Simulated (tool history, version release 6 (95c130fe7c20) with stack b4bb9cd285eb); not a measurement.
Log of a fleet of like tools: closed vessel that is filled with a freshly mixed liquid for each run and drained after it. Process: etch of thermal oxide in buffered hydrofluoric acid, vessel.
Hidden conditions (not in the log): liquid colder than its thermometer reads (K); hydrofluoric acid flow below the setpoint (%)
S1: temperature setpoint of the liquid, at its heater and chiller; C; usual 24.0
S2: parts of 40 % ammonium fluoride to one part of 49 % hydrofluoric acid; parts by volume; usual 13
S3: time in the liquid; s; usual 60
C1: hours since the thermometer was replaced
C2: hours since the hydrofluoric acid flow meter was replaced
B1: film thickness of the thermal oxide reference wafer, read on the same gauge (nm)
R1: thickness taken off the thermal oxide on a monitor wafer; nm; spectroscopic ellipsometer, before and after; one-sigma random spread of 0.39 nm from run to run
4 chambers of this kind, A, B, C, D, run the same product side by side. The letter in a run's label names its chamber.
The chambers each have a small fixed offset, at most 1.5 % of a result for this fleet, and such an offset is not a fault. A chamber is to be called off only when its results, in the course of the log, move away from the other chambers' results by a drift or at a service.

run,hour,S1,S2,S3,C1,C2,B1,R1
1C,13.1,24.0,13,60,447.7,308.4,69.988,50.910
2D,23.4,24.0,13,60,264.6,64.0,69.996,51.274
3B,39.6,24.0,13,60,1753.6,744.5,70.037,50.618
4A,51.5,24.0,13,60,997.9,1159.6,69.998,50.873
5B,66.8,24.0,13,60,1780.8,771.7,70.041,51.081
6C,80.1,24.0,13,60,514.7,375.4,69.983,50.996
7A,89.9,24.0,13,60,1036.3,1198.0,70.005,50.530
8D,103.5,24.0,13,60,344.7,144.1,70.009,50.941
9C,113.5,24.0,13,60,548.1,408.8,69.993,51.021
10D,125.8,24.0,13,60,367.0,166.4,69.966,50.913
# hour 127.9: chamber A: thermometer replaced
11A,133.0,24.0,13,60,5.2,1241.1,70.003,50.903
12B,149.1,27.5,13,85,1863.1,854.0,70.007,88.053
13B,162.4,27.5,13,85,1876.4,867.3,69.986,86.692
14C,177.1,27.5,13,85,611.7,472.4,69.997,85.395
15A,189.5,27.5,13,85,61.7,1297.6,70.018,87.362
16D,203.8,24.0,13,60,445.0,244.4,70.029,51.107
17C,215.5,24.0,13,60,650.1,510.8,70.019,50.013
18D,225.2,24.0,13,60,466.4,265.8,69.977,51.094
19A,232.9,24.0,13,60,105.1,1341.0,69.998,50.101
20B,244.8,24.0,13,60,1958.8,949.7,70.000,51.450
21C,255.2,27.5,13,60,689.8,550.5,70.004,59.640
22A,265.2,27.5,13,60,137.4,1373.3,69.991,61.091
23D,274.1,27.5,13,60,515.3,314.7,70.043,61.493
24B,286.6,27.5,13,60,2000.6,991.5,70.026,61.221
25B,299.7,24.0,13,60,2013.7,1004.6,70.020,50.908
26C,307.1,24.0,13,60,741.7,602.4,70.020,49.083
27D,322.8,24.0,13,40,564.0,363.4,70.005,34.305
# hour 330.8: chamber D: thermometer replaced
28A,335.9,24.0,13,40,208.1,1444.0,69.971,34.231
29D,347.3,24.0,13,40,16.6,387.9,70.007,33.922
30B,363.2,24.0,13,40,2077.2,1068.1,70.038,33.620
31A,379.1,24.0,13,60,251.3,1487.2,70.016,50.357
32C,390.5,20.5,13,35,825.1,685.8,69.962,23.109
33C,402.9,20.5,13,35,837.5,698.2,69.976,22.927
34B,411.4,20.5,13,35,2125.4,1116.3,70.022,24.567
35D,423.9,20.5,13,35,93.2,464.5,69.999,24.980

All 4 chambers run these settings next. Forecast each chamber's results:
36A,435.5,24.0,13,80,,,,?
36B,435.5,24.0,13,80,,,,?
36C,435.5,24.0,13,80,,,,?
36D,435.5,24.0,13,80,,,,?

run,R1
36A,67.723
36B,68.146
36C,63.602
36D,69.231
